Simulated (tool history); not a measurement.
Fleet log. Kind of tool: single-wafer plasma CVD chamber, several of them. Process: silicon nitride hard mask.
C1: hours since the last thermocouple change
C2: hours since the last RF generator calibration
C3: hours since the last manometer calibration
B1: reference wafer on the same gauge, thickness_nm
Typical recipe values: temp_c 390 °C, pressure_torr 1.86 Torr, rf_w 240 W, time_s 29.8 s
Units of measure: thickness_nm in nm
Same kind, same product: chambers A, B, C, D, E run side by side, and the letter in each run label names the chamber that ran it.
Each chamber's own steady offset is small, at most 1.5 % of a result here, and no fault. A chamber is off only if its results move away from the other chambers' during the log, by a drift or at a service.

{"hour": 9.9, "done": "chamber E: capacitance manometer re-zeroed and calibrated"}
{"run": "1A", "hour": 11.1, "temp_c": 390, "pressure_torr": 1.86, "rf_w": 240, "time_s": 29.8, "C1": 1151.0, "C2": 1055.4, "C3": 2015.0, "B1": 28.1, "thickness_nm": 30.962}
{"run": "2C", "hour": 17.4, "temp_c": 390, "pressure_torr": 1.86, "rf_w": 240, "time_s": 29.8, "C1": 279.1, "C2": 654.2, "C3": 76.0, "B1": 28.107, "thickness_nm": 30.545}
{"run": "3B", "hour": 26.8, "temp_c": 390, "pressure_torr": 1.86, "rf_w": 240, "time_s": 29.8, "C1": 1013.4, "C2": 755.7, "C3": 382.1, "B1": 28.099, "thickness_nm": 30.88}
{"run": "4D", "hour": 38.2, "temp_c": 390, "pressure_torr": 1.86, "rf_w": 240, "time_s": 29.8, "C1": 596.5, "C2": 214.3, "C3": 571.9, "B1": 28.112, "thickness_nm": 31.055}
{"run": "5E", "hour": 49.0, "temp_c": 390, "pressure_torr": 1.86, "rf_w": 240, "time_s": 29.8, "C1": 887.7, "C2": 2338.5, "C3": 39.2, "B1": 28.119, "thickness_nm": 30.859}
{"run": "6B", "hour": 60.2, "temp_c": 390, "pressure_torr": 1.86, "rf_w": 240, "time_s": 29.8, "C1": 1046.8, "C2": 789.1, "C3": 415.5, "B1": 28.125, "thickness_nm": 30.937}
{"run": "7A", "hour": 70.0, "temp_c": 390, "pressure_torr": 1.86, "rf_w": 240, "time_s": 29.8, "C1": 1209.9, "C2": 1114.3, "C3": 2073.9, "B1": 28.14, "thickness_nm": 31.024}
{"run": "8C", "hour": 78.9, "temp_c": 390, "pressure_torr": 1.86, "rf_w": 240, "time_s": 29.8, "C1": 340.6, "C2": 715.7, "C3": 137.5, "B1": 28.142, "thickness_nm": 30.483}
{"run": "9D", "hour": 84.6, "temp_c": 390, "pressure_torr": 1.86, "rf_w": 240, "time_s": 29.8, "C1": 642.9, "C2": 260.7, "C3": 618.3, "B1": 28.142, "thickness_nm": 31.087}
{"run": "10E", "hour": 91.4, "temp_c": 390, "pressure_torr": 1.86, "rf_w": 240, "time_s": 29.8, "C1": 930.1, "C2": 2380.9, "C3": 81.6, "B1": 28.133, "thickness_nm": 30.939}
{"run": "11E", "hour": 98.3, "temp_c": 390, "pressure_torr": 1.86, "rf_w": 240, "time_s": 29.8, "C1": 937.0, "C2": 2387.8, "C3": 88.5, "B1": 28.151, "thickness_nm": 30.967}
{"run": "12C", "hour": 104.6, "temp_c": 390, "pressure_torr": 1.86, "rf_w": 240, "time_s": 29.8, "C1": 366.3, "C2": 741.4, "C3": 163.2, "B1": 28.156, "thickness_nm": 30.556}
{"run": "13D", "hour": 110.6, "temp_c": 390, "pressure_torr": 1.86, "rf_w": 240, "time_s": 29.8, "C1": 668.9, "C2": 286.7, "C3": 644.3, "B1": 28.151, "thickness_nm": 31.045}
{"run": "14A", "hour": 116.4, "temp_c": 390, "pressure_torr": 1.86, "rf_w": 240, "time_s": 29.8, "C1": 1256.3, "C2": 1160.7, "C3": 2120.3, "B1": 28.154, "thickness_nm": 31.027}
{"run": "15B", "hour": 125.3, "temp_c": 390, "pressure_torr": 1.86, "rf_w": 270, "time_s": 29.8, "C1": 1111.9, "C2": 854.2, "C3": 480.6, "B1": 28.159, "thickness_nm": 33.519}
{"run": "16E", "hour": 131.2, "temp_c": 390, "pressure_torr": 1.86, "rf_w": 270, "time_s": 29.8, "C1": 969.9, "C2": 2420.7, "C3": 121.4, "B1": 28.161, "thickness_nm": 33.567}
{"run": "17D", "hour": 141.3, "temp_c": 390, "pressure_torr": 1.86, "rf_w": 270, "time_s": 29.8, "C1": 699.6, "C2": 317.4, "C3": 675.0, "B1": 28.163, "thickness_nm": 33.762}
{"hour": 142.4, "done": "chamber E: thermocouple changed; heater temperature recalibrated"}
{"run": "18A", "hour": 149.8, "temp_c": 390, "pressure_torr": 1.86, "rf_w": 270, "time_s": 29.8, "C1": 1289.7, "C2": 1194.1, "C3": 2153.7, "B1": 28.162, "thickness_nm": 33.711}
{"run": "19C", "hour": 154.8, "temp_c": 390, "pressure_torr": 1.86, "rf_w": 270, "time_s": 29.8, "C1": 416.5, "C2": 791.6, "C3": 213.4, "B1": 28.166, "thickness_nm": 33.177}
{"run": "20B", "hour": 165.1, "temp_c": 390, "pressure_torr": 1.86, "rf_w": 220, "time_s": 29.8, "C1": 1151.7, "C2": 894.0, "C3": 520.4, "B1": 28.181, "thickness_nm": 29.082}
{"run": "21B", "hour": 175.7, "temp_c": 390, "pressure_torr": 1.86, "rf_w": 220, "time_s": 29.8, "C1": 1162.3, "C2": 904.6, "C3": 531.0, "B1": 28.169, "thickness_nm": 29.092}
{"run": "22D", "hour": 182.3, "temp_c": 390, "pressure_torr": 1.86, "rf_w": 220, "time_s": 29.8, "C1": 740.6, "C2": 358.4, "C3": 716.0, "B1": 28.186, "thickness_nm": 29.264}
{"run": "23C", "hour": 188.0, "temp_c": 390, "pressure_torr": 1.86, "rf_w": 220, "time_s": 29.8, "C1": 449.7, "C2": 824.8, "C3": 246.6, "B1": 28.178, "thickness_nm": 28.668}
{"run": "24E", "hour": 195.8, "temp_c": 390, "pressure_torr": 1.86, "rf_w": 220, "time_s": 29.8, "C1": 53.4, "C2": 2485.3, "C3": 186.0, "B1": 28.181, "thickness_nm": 28.991}
{"run": "25A", "hour": 203.9, "temp_c": 390, "pressure_torr": 1.86, "rf_w": 240, "time_s": 29.8, "C1": 1343.8, "C2": 1248.2, "C3": 2207.8, "B1": 28.198, "thickness_nm": 31.112}
{"run": "26B", "hour": 215.0, "temp_c": 390, "pressure_torr": 1.86, "rf_w": 240, "time_s": 29.8, "C1": 1201.6, "C2": 943.9, "C3": 570.3, "B1": 28.192, "thickness_nm": 31.021}
{"run": "27D", "hour": 223.5, "temp_c": 390, "pressure_torr": 1.86, "rf_w": 240, "time_s": 29.8, "C1": 781.8, "C2": 399.6, "C3": 757.2, "B1": 28.201, "thickness_nm": 31.187}
{"run": "28A", "hour": 229.7, "temp_c": 390, "pressure_torr": 1.86, "rf_w": 240, "time_s": 29.8, "C1": 1369.6, "C2": 1274.0, "C3": 2233.6, "B1": 28.203, "thickness_nm": 31.149}
{"run": "29C", "hour": 238.9, "temp_c": 390, "pressure_torr": 1.86, "rf_w": 240, "time_s": 29.8, "C1": 500.6, "C2": 875.7, "C3": 297.5, "B1": 28.215, "thickness_nm": 30.552}
{"run": "30E", "hour": 249.3, "temp_c": 390, "pressure_torr": 1.86, "rf_w": 240, "time_s": 29.8, "C1": 106.9, "C2": 2538.8, "C3": 239.5, "B1": 28.215, "thickness_nm": 31.068}
{"run": "31A", "hour": 254.6, "temp_c": 390, "pressure_torr": 1.86, "rf_w": 240, "time_s": 29.8, "C1": 1394.5, "C2": 1298.9, "C3": 2258.5, "B1": 28.218, "thickness_nm": 31.02}
{"run": "32E", "hour": 265.5, "temp_c": 390, "pressure_torr": 1.86, "rf_w": 240, "time_s": 29.8, "C1": 123.1, "C2": 2555.0, "C3": 255.7, "B1": 28.215, "thickness_nm": 31.024}
{"hour": 270.7, "done": "chamber E: RF generator calibrated"}
{"run": "33C", "hour": 272.2, "temp_c": 390, "pressure_torr": 1.86, "rf_w": 240, "time_s": 29.8, "C1": 533.9, "C2": 909.0, "C3": 330.8, "B1": 28.228, "thickness_nm": 30.529}
{"run": "34D", "hour": 280.9, "temp_c": 390, "pressure_torr": 1.86, "rf_w": 240, "time_s": 29.8, "C1": 839.2, "C2": 457.0, "C3": 814.6, "B1": 28.216, "thickness_nm": 31.239}
{"run": "35B", "hour": 288.1, "temp_c": 390, "pressure_torr": 1.86, "rf_w": 240, "time_s": 29.8, "C1": 1274.7, "C2": 1017.0, "C3": 643.4, "B1": 28.234, "thickness_nm": 31.012}
{"run": "36B", "hour": 296.3, "temp_c": 390, "pressure_torr": 1.86, "rf_w": 240, "time_s": 29.8, "C1": 1282.9, "C2": 1025.2, "C3": 651.6, "B1": 28.231, "thickness_nm": 31.006}
{"run": "37D", "hour": 305.6, "temp_c": 390, "pressure_torr": 1.86, "rf_w": 200, "time_s": 29.8, "C1": 863.9, "C2": 481.7, "C3": 839.3, "B1": 28.234, "thickness_nm": 27.299}
{"run": "38C", "hour": 316.8, "temp_c": 390, "pressure_torr": 1.86, "rf_w": 200, "time_s": 29.8, "C1": 578.5, "C2": 953.6, "C3": 375.4, "B1": 28.238, "thickness_nm": 26.748}
{"run": "39E", "hour": 322.5, "temp_c": 390, "pressure_torr": 1.86, "rf_w": 200, "time_s": 29.8, "C1": 180.1, "C2": 51.9, "C3": 312.7, "B1": 28.233, "thickness_nm": 27.19}
{"run": "40A", "hour": 331.6, "temp_c": 390, "pressure_torr": 1.86, "rf_w": 200, "time_s": 29.8, "C1": 1471.5, "C2": 1375.9, "C3": 2335.5, "B1": 28.251, "thickness_nm": 27.227}
{"run": "41C", "hour": 337.2, "temp_c": 390, "pressure_torr": 1.86, "rf_w": 200, "time_s": 29.8, "C1": 598.9, "C2": 974.0, "C3": 395.8, "B1": 28.262, "thickness_nm": 26.777}
{"run": "42A", "hour": 346.0, "temp_c": 390, "pressure_torr": 1.86, "rf_w": 240, "time_s": 29.8, "C1": 1485.9, "C2": 1390.3, "C3": 2349.9, "B1": 28.25, "thickness_nm": 31.189}
{"run": "43D", "hour": 350.9, "temp_c": 390, "pressure_torr": 1.86, "rf_w": 240, "time_s": 29.8, "C1": 909.2, "C2": 527.0, "C3": 884.6, "B1": 28.253, "thickness_nm": 31.19}
{"run": "44E", "hour": 356.2, "temp_c": 390, "pressure_torr": 1.86, "rf_w": 240, "time_s": 29.8, "C1": 213.8, "C2": 85.6, "C3": 346.4, "B1": 28.262, "thickness_nm": 31.058}

The same settings go to every chamber for the next run, one line per chamber below. Forecast the results for each:
{"run": "45A", "hour": 364.4, "temp_c": 390, "pressure_torr": 1.86, "rf_w": 240, "time_s": 29.8, "thickness_nm": "?"}
{"run": "45B", "hour": 364.4, "temp_c": 390, "pressure_torr": 1.86, "rf_w": 240, "time_s": 29.8, "thickness_nm": "?"}
{"run": "45C", "hour": 364.4, "temp_c": 390, "pressure_torr": 1.86, "rf_w": 240, "time_s": 29.8, "thickness_nm": "?"}
{"run": "45D", "hour": 364.4, "temp_c": 390, "pressure_torr": 1.86, "rf_w": 240, "time_s": 29.8, "thickness_nm": "?"}
{"run": "45E", "hour": 364.4, "temp_c": 390, "pressure_torr": 1.86, "rf_w": 240, "time_s": 29.8, "thickness_nm": "?"}

run=45A thickness_nm=31.147
run=45B thickness_nm=31.098
run=45C thickness_nm=30.694
run=45D thickness_nm=31.239
run=45E thickness_nm=31.022
